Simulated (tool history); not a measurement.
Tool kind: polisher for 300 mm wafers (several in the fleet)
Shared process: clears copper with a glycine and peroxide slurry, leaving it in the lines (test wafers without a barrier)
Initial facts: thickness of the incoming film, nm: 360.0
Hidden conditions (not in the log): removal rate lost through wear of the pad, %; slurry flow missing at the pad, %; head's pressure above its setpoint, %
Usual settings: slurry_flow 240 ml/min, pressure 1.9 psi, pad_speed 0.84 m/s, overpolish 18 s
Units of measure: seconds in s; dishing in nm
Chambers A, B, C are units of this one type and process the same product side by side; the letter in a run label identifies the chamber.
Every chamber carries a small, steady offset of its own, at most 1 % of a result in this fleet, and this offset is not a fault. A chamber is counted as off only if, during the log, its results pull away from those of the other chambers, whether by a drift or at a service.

| run | hour | slurry_flow | pressure | pad_speed | overpolish | wafers polished on this pad | hours since the slurry nozzle was cleaned | hours since the head pressure was calibrated | seconds | dishing |
|---|---|---|---|---|---|---|---|---|---|---|
|  | 2.1 | chamber C: worn pad replaced by a new one |
|  | 7.4 | chamber B: slurry nozzle cleaned |
| 1C | 8.4 | 240 | 1.9 | 0.84 | 18 | 37 | 20.0 | 881.7 | 94.390 | 46.637 |
| 2B | 16.5 | 240 | 1.9 | 0.84 | 18 | 913 | 9.2 | 225.5 | 96.239 | 49.414 |
|  | 21.8 | chamber A: slurry nozzle cleaned |
| 3A | 23.8 | 240 | 1.9 | 0.84 | 18 | 308 | 2.0 | 846.1 | 96.833 | 47.422 |
|  | 30.7 | chamber B: worn pad replaced by a new one |
| 4C | 36.9 | 240 | 1.9 | 0.84 | 18 | 203 | 48.5 | 910.2 | 92.708 | 48.057 |
| 5B | 52.1 | 240 | 1.9 | 0.84 | 18 | 125 | 44.8 | 261.1 | 93.347 | 47.327 |
| 6A | 66.5 | 240 | 1.9 | 0.84 | 18 | 558 | 44.7 | 888.8 | 93.933 | 45.884 |
| 7A | 76.4 | 240 | 1.9 | 0.84 | 18 | 616 | 54.6 | 898.7 | 94.302 | 47.530 |
| 8B | 91.6 | 240 | 1.9 | 0.84 | 18 | 355 | 84.3 | 300.6 | 93.198 | 49.335 |
|  | 95.4 | chamber C: worn pad replaced by a new one |
|  | 96.9 | chamber A: head pressure recalibrated |
| 9C | 102.1 | 240 | 1.9 | 0.84 | 18 | 39 | 113.7 | 975.4 | 94.832 | 47.759 |
| 10B | 109.3 | 240 | 1.9 | 0.84 | 18 | 459 | 102.0 | 318.3 | 92.235 | 46.927 |
| 11A | 122.3 | 240 | 1.9 | 0.84 | 18 | 884 | 100.5 | 25.4 | 95.214 | 47.926 |
| 12C | 137.0 | 240 | 1.9 | 0.84 | 18 | 243 | 148.6 | 1010.3 | 94.232 | 48.114 |
| 13A | 148.0 | 240 | 1.9 | 0.84 | 18 | 1034 | 126.2 | 51.1 | 96.280 | 48.670 |
| 14B | 160.2 | 285 | 1.9 | 1.12 | 18 | 756 | 152.9 | 369.2 | 73.365 | 59.230 |
| 15C | 169.6 | 285 | 1.9 | 1.12 | 18 | 433 | 181.2 | 1042.9 | 75.911 | 58.441 |
|  | 170.9 | chamber C: worn pad replaced by a new one |
| 16C | 183.3 | 285 | 1.9 | 1.12 | 18 | 72 | 194.9 | 1056.6 | 75.242 | 58.313 |
|  | 189.3 | chamber A: worn pad replaced by a new one |
| 17B | 192.4 | 240 | 1.9 | 0.84 | 18 | 944 | 185.1 | 401.4 | 94.247 | 48.508 |
|  | 195.3 | chamber B: worn pad replaced by a new one |
| 18A | 204.2 | 240 | 1.9 | 0.84 | 18 | 87 | 182.4 | 107.3 | 93.609 | 48.045 |
| 19A | 214.7 | 240 | 1.9 | 0.84 | 18 | 148 | 192.9 | 117.8 | 98.089 | 46.465 |
| 20C | 230.0 | 240 | 1.9 | 0.84 | 18 | 345 | 241.6 | 1103.3 | 93.163 | 47.534 |
| 21B | 243.3 | 275 | 1.9 | 0.84 | 18 | 280 | 236.0 | 452.3 | 92.214 | 50.131 |
| 22B | 254.4 | 275 | 1.9 | 0.84 | 18 | 345 | 247.1 | 463.4 | 89.469 | 47.143 |

Has any chamber moved away from the others, gradually or after a service, or does the common gauge drift, or do the chambers differ only by their own small steady offsets? State the chamber and the most likely cause if one applies.

Beyond each chamber's small constant offset nothing stands out, and the gauge stays steady.
